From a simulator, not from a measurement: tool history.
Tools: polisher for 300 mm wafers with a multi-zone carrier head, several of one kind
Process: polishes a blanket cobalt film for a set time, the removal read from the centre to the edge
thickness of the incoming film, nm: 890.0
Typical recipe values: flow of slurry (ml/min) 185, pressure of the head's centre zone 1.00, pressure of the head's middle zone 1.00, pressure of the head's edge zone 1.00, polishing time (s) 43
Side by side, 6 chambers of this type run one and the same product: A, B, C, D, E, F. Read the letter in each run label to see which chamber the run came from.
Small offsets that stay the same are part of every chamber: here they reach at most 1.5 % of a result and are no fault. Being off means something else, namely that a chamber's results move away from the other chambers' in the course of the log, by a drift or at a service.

run     day  flow of slurry (ml/min)  pressure of the head's centre zone  pressure of the head's middle zone  pressure of the head's edge zone  polishing time (s)  film removed at the wafer's centre (nm)  film removed at mid-radius (nm)  film removed at the wafer's edge (nm)
 1C   0.546                      185                                1.00                                1.00                              1.00                  43                                   148.21                           151.87                                 153.40
      0.738  -- chamber D: worn pad replaced by a new one
      0.846  -- chamber F: worn pad replaced by a new one
 2A   0.992                      185                                1.00                                1.00                              1.00                  43                                   151.66                           152.82                                 150.93
 3D   1.308                      185                                1.00                                1.00                              1.00                  43                                   151.06                           150.69                                 149.18
      1.592  -- chamber B: edge zone pressure recalibrated
 4F   1.617                      185                                1.00                                1.00                              1.00                  43                                   150.00                           150.86                                 150.52
      1.967  -- chamber F: slurry nozzle cleaned
      1.992  -- chamber A: worn pad replaced by a new one
      2.121  -- chamber E: centre zone pressure recalibrated
 5E   2.129                      140                                1.00                                1.00                              1.00                  55                                   181.70                           183.92                                 183.22
 6B   2.683                      140                                1.00                                1.00                              1.00                  55                                   184.45                           183.20                                 186.78
      3.042  -- chamber E: worn pad replaced by a new one
 7F   3.092                      140                                1.00                                1.00                              1.00                  55                                   187.88                           184.46                                 183.18
      3.275  -- chamber B: worn pad replaced by a new one
 8E   3.567                      140                                1.00                                1.00                              1.00                  55                                   181.79                           181.65                                 184.21
      3.862  -- chamber D: centre zone pressure recalibrated
 9D   3.967                      140                                1.00                                1.00                              1.00                  55                                   179.75                           182.72                                 184.59
      4.146  -- chamber F: worn pad replaced by a new one
10B   4.508                      140                                1.00                                1.00                              1.00                  55                                   182.11                           184.50                                 190.11
      4.817  -- chamber A: worn pad replaced by a new one
11C   4.842                      185                                1.00                                1.00                              1.00                  43                                   150.95                           149.66                                 150.85
      4.912  -- chamber C: slurry nozzle cleaned
12A   5.383                      235                                1.00                                1.05                              1.00                  43                                   154.98                           164.27                                 156.16
13B   5.650                      235                                1.00                                1.05                              1.00                  43                                   155.27                           164.55                                 151.62
      5.900  -- chamber D: worn pad replaced by a new one
14D   5.917                      235                                1.00                                1.05                              1.00                  43                                   155.41                           165.08                                 153.57
15A   6.188                      235                                1.00                                1.05                              1.00                  43                                   158.88                           164.79                                 152.87
      6.429  -- chamber E: worn pad replaced by a new one
16E   6.738                      235                                1.00                                1.05                              1.00                  43                                   158.56                           164.61                                 155.42
      7.196  -- chamber F: centre zone pressure recalibrated
17C   7.242                      235                                1.00                                1.05                              1.00                  43                                   154.98                           160.35                                 156.15
      7.258  -- chamber B: worn pad replaced by a new one
18F   7.754                      185                                1.00                                1.00                              1.00                  43                                   151.56                           153.27                                 152.43
      7.817  -- chamber A: worn pad replaced by a new one
19E   8.121                      185                                1.00                                1.00                              1.00                  43                                   155.15                           148.71                                 150.91
      8.458  -- chamber F: worn pad replaced by a new one
20A   8.462                      185                                1.00                                1.00                              1.00                  43                                   152.06                           151.43                                 150.16
      8.529  -- chamber A: edge zone pressure recalibrated
21F   8.800                      185                                1.00                                1.00                              1.00                  43                                   152.05                           152.29                                 150.36
      9.150  -- chamber D: edge zone pressure recalibrated
22D   9.271                      185                                1.00                                1.00                              1.00                  43                                   150.81                           151.13                                 149.74
      9.396  -- chamber E: worn pad replaced by a new one
23C   9.638                      185                                0.95                                1.00                              1.00                  33                                   104.66                           110.87                                 112.66
24B  10.054                      185                                0.95                                1.00                              1.00                  33                                   109.48                           116.71                                 115.46
     10.183  -- chamber A: slurry nozzle cleaned
     10.233  -- chamber D: worn pad replaced by a new one
25F  10.338                      185                                0.95                                1.00                              1.00                  33                                   109.22                           117.14                                 114.27
     10.508  -- chamber A: worn pad replaced by a new one
26C  10.638                      185                                0.95                                1.00                              1.00                  33                                   105.24                           110.33                                 111.35
     10.942  -- chamber B: worn pad replaced by a new one
27D  10.979                      185                                0.95                                1.00                              1.00                  33                                   107.94                           115.82                                 117.52
     11.008  -- chamber B: centre zone pressure recalibrated
28E  11.471                      185                                0.95                                1.00                              1.00                  33                                   111.46                           117.02                                 115.25
     11.883  -- chamber C: centre zone pressure recalibrated
29A  11.962                      185                                1.00                                1.00                              1.00                  43                                   148.91                           151.92                                 153.60
     12.142  -- chamber F: worn pad replaced by a new one
30B  12.283                      185                                1.00                                1.00                              1.00                  43                                   151.51                           152.87                                 151.15
     12.633  -- chamber E: worn pad replaced by a new one
31E  12.683                      185                                1.00                                1.00                              1.00                  43                                   150.51                           150.06                                 148.75
32C  12.975                      185                                1.00                                1.00                              1.00                  43                                   143.08                           140.39                                 143.65
     13.192  -- chamber A: worn pad replaced by a new one
33F  13.500                      185                                1.00                                1.00                              1.00                  43                                   149.19                           151.79                                 150.44
34B  13.912                      185                                1.00                                1.00                              1.00                  43                                   151.95                           152.71                                 150.81
     14.304  -- chamber D: worn pad replaced by a new one
35D  14.458                      185                                1.00                                1.00                              0.96                  57                                   198.77                           201.18                                 193.41
36A  14.892                      185                                1.00                                1.00                              0.96                  57                                   200.23                           200.16                                 195.86

Does one chamber stand apart from the rest, does the shared gauge drift, or is all well apart from small per-chamber offsets? Give the chamber and the most likely cause, where there is one.

One chamber, C, drifts off from the rest bit by bit.
What lies behind it: removal rate lost through wear of the pad, % = 9.12.
Not necessarily distinguishable in this log from: slurry flow missing at the pad, %.

Which of the 4 candidates below, each the usual settings with something changed and its results left as question marks, puts chamber C back in line with what the other chambers give on the usual settings?
In-line tolerance around the mean of the other chambers on the usual settings: film removed at the wafer's centre (nm) 6.30; film removed at mid-radius (nm) 3.30; film removed at the wafer's edge (nm) 5.40
37C-1  15.321                      185                                1.00                                0.99                              1.00                  42                                        ?                                ?                                      ?
37C-2  15.321                      190                                1.01                                1.01                              1.00                  47                                        ?                                ?                                      ?
37C-3  15.321                      185                                1.00                                1.01                              1.00                  44                                        ?                                ?                                      ?
37C-4  15.321                      180                                1.00                                0.98                              1.00                  40                                        ?                                ?                                      ?

The other chambers' mean on the usual settings: film removed at the wafer's centre (nm) 150.73; film removed at mid-radius (nm) 151.21; film removed at the wafer's edge (nm) 151.17
  run  film removed at the wafer's centre (nm)  film removed at mid-radius (nm)  film removed at the wafer's edge (nm)
37C-1                                   135.49                           132.90                                 135.50
37C-2                                   154.03                           152.10                                 152.05
37C-3                                   141.96                           141.82                                 141.91
37C-4                                   128.40                           124.85                                 128.65
37C-2 brings the chamber back in line.
